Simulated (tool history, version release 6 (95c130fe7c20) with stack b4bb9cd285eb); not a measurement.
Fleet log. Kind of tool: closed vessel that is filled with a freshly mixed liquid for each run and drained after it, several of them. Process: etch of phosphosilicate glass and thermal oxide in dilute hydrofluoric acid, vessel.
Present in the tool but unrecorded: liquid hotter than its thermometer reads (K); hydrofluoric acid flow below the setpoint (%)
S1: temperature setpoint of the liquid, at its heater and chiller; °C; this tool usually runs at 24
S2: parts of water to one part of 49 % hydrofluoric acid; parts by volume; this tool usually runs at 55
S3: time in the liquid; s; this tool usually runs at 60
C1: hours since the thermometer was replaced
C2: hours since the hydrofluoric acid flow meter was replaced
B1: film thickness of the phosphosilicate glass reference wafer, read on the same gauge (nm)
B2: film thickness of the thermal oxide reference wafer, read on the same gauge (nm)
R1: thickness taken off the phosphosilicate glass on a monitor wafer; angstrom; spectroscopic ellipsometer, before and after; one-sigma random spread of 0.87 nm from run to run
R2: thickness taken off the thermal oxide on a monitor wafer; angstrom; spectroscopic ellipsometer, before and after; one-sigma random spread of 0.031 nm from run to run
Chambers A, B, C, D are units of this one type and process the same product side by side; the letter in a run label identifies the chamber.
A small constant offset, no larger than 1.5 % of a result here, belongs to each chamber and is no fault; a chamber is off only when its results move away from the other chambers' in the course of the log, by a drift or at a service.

run 1A day=0.146 | S1=24 S2=55 S3=60 | C1=1551.2 C2=39.3 | B1=59.981 B2=89.993 | R1=1002.7 R2=52.974
run 2B day=0.275 | S1=24 S2=55 S3=60 | C1=823.6 C2=353.1 | B1=60.003 B2=90.019 | R1=1002 R2=52.857
run 3D day=0.417 | S1=24 S2=55 S3=60 | C1=1395.5 C2=1844.1 | B1=59.991 B2=90.005 | R1=1025.5 R2=52.366
run 4C day=0.575 | S1=24 S2=55 S3=60 | C1=2176.3 C2=2458.4 | B1=59.994 B2=90.018 | R1=1011.7 R2=52.829
run 5D day=0.712 | S1=24 S2=55 S3=60 | C1=1402.6 C2=1851.2 | B1=59.991 B2=90.008 | R1=1007.9 R2=52.155
run 6A day=0.904 | S1=24 S2=55 S3=35 | C1=1569.4 C2=57.5 | B1=59.997 B2=90.032 | R1=585.72 R2=30.518
-- day=0.962 chamber D: hydrofluoric acid flow meter replaced
run 7C day=1.046 | S1=24 S2=55 S3=35 | C1=2187.6 C2=2469.7 | B1=60.018 B2=89.97 | R1=593.6 R2=30.769
run 8B day=1.254 | S1=24 S2=55 S3=35 | C1=847.1 C2=376.6 | B1=60.018 B2=90.032 | R1=589.31 R2=30.902
run 9D day=1.4 | S1=24 S2=55 S3=35 | C1=1419.1 C2=10.5 | B1=59.981 B2=90.007 | R1=589.75 R2=30.507
run 10B day=1.533 | S1=24 S2=75 S3=75 | C1=853.8 C2=383.3 | B1=60.017 B2=89.985 | R1=877.67 R2=46.871
run 11C day=1.762 | S1=24 S2=75 S3=75 | C1=2204.8 C2=2486.9 | B1=59.994 B2=90.032 | R1=877.15 R2=47.155
run 12A day=1.992 | S1=24 S2=75 S3=75 | C1=1595.5 C2=83.6 | B1=60.003 B2=90.041 | R1=893.06 R2=46.831
run 13C day=2.217 | S1=24 S2=75 S3=75 | C1=2215.7 C2=2497.8 | B1=60.002 B2=90.03 | R1=899.06 R2=46.823
run 14D day=2.354 | S1=24 S2=45 S3=35 | C1=1442 C2=33.4 | B1=60.007 B2=90.002 | R1=723.92 R2=38.233
run 15A day=2.533 | S1=24 S2=45 S3=35 | C1=1608.5 C2=96.6 | B1=60.012 B2=90.019 | R1=735.42 R2=37.512
run 16B day=2.738 | S1=24 S2=45 S3=35 | C1=882.7 C2=412.2 | B1=60.028 B2=89.972 | R1=722.54 R2=39.015
run 17D day=2.888 | S1=24 S2=45 S3=35 | C1=1454.8 C2=46.2 | B1=59.991 B2=90.005 | R1=714.91 R2=37.673
run 18C day=3.079 | S1=24 S2=55 S3=60 | C1=2236.4 C2=2518.5 | B1=60.008 B2=90.004 | R1=987.58 R2=52.76
run 19A day=3.288 | S1=24 S2=55 S3=60 | C1=1626.6 C2=114.7 | B1=60.031 B2=89.981 | R1=1011.2 R2=52.741
run 20B day=3.446 | S1=24 S2=55 S3=60 | C1=899.7 C2=429.2 | B1=59.99 B2=89.994 | R1=1001.9 R2=53.108
run 21C day=3.608 | S1=28 S2=55 S3=60 | C1=2249.1 C2=2531.2 | B1=59.981 B2=89.985 | R1=1190.1 R2=61.928
run 22B day=3.738 | S1=28 S2=55 S3=60 | C1=906.7 C2=436.2 | B1=60.016 B2=89.988 | R1=1176.4 R2=62.245
run 23A day=3.942 | S1=28 S2=55 S3=60 | C1=1642.3 C2=130.4 | B1=59.998 B2=89.972 | R1=1178.7 R2=61.932
run 24D day=4.075 | S1=28 S2=55 S3=60 | C1=1483.3 C2=74.7 | B1=59.998 B2=89.977 | R1=1180.9 R2=60.919
run 25A day=4.212 | S1=24 S2=35 S3=60 | C1=1648.8 C2=136.9 | B1=59.994 B2=90.031 | R1=1626.4 R2=84.498
run 26C day=4.429 | S1=24 S2=35 S3=60 | C1=2268.8 C2=2550.9 | B1=59.996 B2=89.98 | R1=1606.5 R2=84.731
run 27B day=4.558 | S1=24 S2=35 S3=60 | C1=926.4 C2=455.9 | B1=60.006 B2=90.052 | R1=1633.4 R2=86.355
run 28D day=4.738 | S1=24 S2=35 S3=60 | C1=1499.2 C2=90.6 | B1=60.026 B2=90.03 | R1=1614.9 R2=83.485
run 29B day=4.871 | S1=24 S2=55 S3=60 | C1=933.9 C2=463.4 | B1=60 B2=89.953 | R1=1000.8 R2=53.576
-- day=5.017 chamber C: hydrofluoric acid flow meter replaced
run 30A day=5.067 | S1=24 S2=55 S3=60 | C1=1669.3 C2=157.4 | B1=59.994 B2=90.014 | R1=986.95 R2=52.202
run 31C day=5.217 | S1=24 S2=55 S3=60 | C1=2287.7 C2=4.9 | B1=60.039 B2=89.979 | R1=1003.3 R2=52.893
run 32D day=5.45 | S1=24 S2=55 S3=60 | C1=1516.3 C2=107.7 | B1=59.997 B2=90.016 | R1=1011.3 R2=52.283

Predict what each chamber gives when all 4 of them run the settings below next.
run 33A day=5.629 | S1=24 S2=35 S3=60 | R1=? R2=?
run 33B day=5.629 | S1=24 S2=35 S3=60 | R1=? R2=?
run 33C day=5.629 | S1=24 S2=35 S3=60 | R1=? R2=?
run 33D day=5.629 | S1=24 S2=35 S3=60 | R1=? R2=?

run=33A R1=1621.1 R2=84.994
run=33B R1=1587.8 R2=86.862
run=33C R1=1646.6 R2=85.3
run=33D R1=1606.7 R2=83.854
